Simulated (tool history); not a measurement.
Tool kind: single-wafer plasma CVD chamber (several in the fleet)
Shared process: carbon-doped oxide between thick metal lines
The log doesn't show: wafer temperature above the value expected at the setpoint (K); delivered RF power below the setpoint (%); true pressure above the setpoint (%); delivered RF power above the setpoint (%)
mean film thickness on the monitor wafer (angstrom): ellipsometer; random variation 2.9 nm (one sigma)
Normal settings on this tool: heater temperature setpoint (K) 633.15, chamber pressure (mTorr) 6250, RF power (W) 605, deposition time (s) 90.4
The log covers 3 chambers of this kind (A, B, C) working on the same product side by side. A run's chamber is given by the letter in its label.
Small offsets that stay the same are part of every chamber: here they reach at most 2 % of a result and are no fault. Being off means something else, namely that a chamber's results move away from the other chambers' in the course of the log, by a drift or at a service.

run   hour  heater temperature setpoint (K)  chamber pressure (mTorr)  RF power (W)  deposition time (s)  hours since the last thermocouple change  hours since the last RF generator calibration  hours since the last manometer calibration  read-back reference wafer on the same gauge, thickness_nm  mean film thickness on the monitor wafer (angstrom)
 1B    6.2                           633.15                      6250           605                 90.4                                     312.7                                          911.8                                       360.8                                                     593.85                                               5096.5
 2C   14.7                           633.15                      6250           605                 90.4                                     642.6                                          360.2                                      1435.9                                                     593.88                                                 5139
 3A     22                           633.15                      6250           605                 90.4                                    1345.2                                          220.2                                      1368.8                                                     593.88                                               5111.7
 4C   27.8                           633.15                      6250           605                 90.4                                     655.7                                          373.3                                        1449                                                     593.99                                               5143.4
 5A   32.7                           633.15                      6250           605                 90.4                                    1355.9                                          230.9                                      1379.5                                                     594.08                                               5026.9
 6B   38.6                           633.15                      6250           605                 90.4                                     345.1                                          944.2                                       393.2                                                     594.27                                                 5141
 7C   42.6                           633.15                      6250           605                 90.4                                     670.5                                          388.1                                      1463.8                                                     593.21                                               5118.6
 8B     48                           633.15                      6250           605                 90.4                                     354.5                                          953.6                                       402.6                                                     594.23                                               5182.3
 9A   54.9                           633.15                      6250           605                 90.4                                    1378.1                                          253.1                                      1401.7                                                        594                                               5023.9
10C   58.7                           633.15                      6250           605                 90.4                                     686.6                                          404.2                                      1479.9                                                     593.56                                               5128.9
11A   62.4                           633.15                      6250           605                 90.4                                    1385.6                                          260.6                                      1409.2                                                     594.75                                                 5073
12B   70.7                           633.15                      6250           605                 90.4                                     377.2                                          976.3                                       425.3                                                     594.18                                               5149.6
13B   78.7                           633.15                      6250           605                 90.4                                     385.2                                          984.3                                       433.3                                                     593.14                                               5165.4
14A   87.1                           633.15                      6250           605                 90.4                                    1410.3                                          285.3                                      1433.9                                                      594.1                                               5097.8
15C     94                           633.15                      6250           605                 90.4                                     721.9                                          439.5                                      1515.2                                                     595.29                                                 5121
16A   97.8                           633.15                      6250           605                 90.4                                      1421                                            296                                      1444.6                                                     594.11                                               5073.7
17B  104.9                           633.15                      6250           605                 90.4                                     411.4                                         1010.5                                       459.5                                                     594.05                                               5159.5
18C  111.7                           633.15                      6250           605                 90.4                                     739.6                                          457.2                                      1532.9                                                     593.75                                               5151.3
19C  119.5                           633.15                      6250           605                 90.4                                     747.4                                            465                                      1540.7                                                     594.48                                               5127.2
20B  126.9                           633.15                      5440           700                 90.4                                     433.4                                         1032.5                                       481.5                                                      594.5                                               5493.2
21A  132.8                           633.15                      5440           700                 90.4                                      1456                                            331                                      1479.6                                                     594.58                                               5416.8
22A  140.7                           633.15                      5440           700                 90.4                                    1463.9                                          338.9                                      1487.5                                                     593.33                                               5428.7
23B  147.2                           633.15                      6250           605                 90.4                                     453.7                                         1052.8                                       501.8                                                     594.63                                               5128.8
24C  152.5                           633.15                      6250           605                 90.4                                     780.4                                            498                                      1573.7                                                     593.96                                               5102.5
25C    159                           628.15                      6250           605                 90.4                                     786.9                                          504.5                                      1580.2                                                     594.27                                               5213.7

The same settings go to every chamber for the next run, one line per chamber below. Forecast the results for each:
26A  165.2                           633.15                      6250           605                 90.4                                                                                                                                                                                                                                                    ?
26B  165.2                           633.15                      6250           605                 90.4                                                                                                                                                                                                                                                    ?
26C  165.2                           633.15                      6250           605                 90.4                                                                                                                                                                                                                                                    ?

run  mean film thickness on the monitor wafer (angstrom)
26A                                               5035.2
26B                                                 5148
26C                                               5165.7
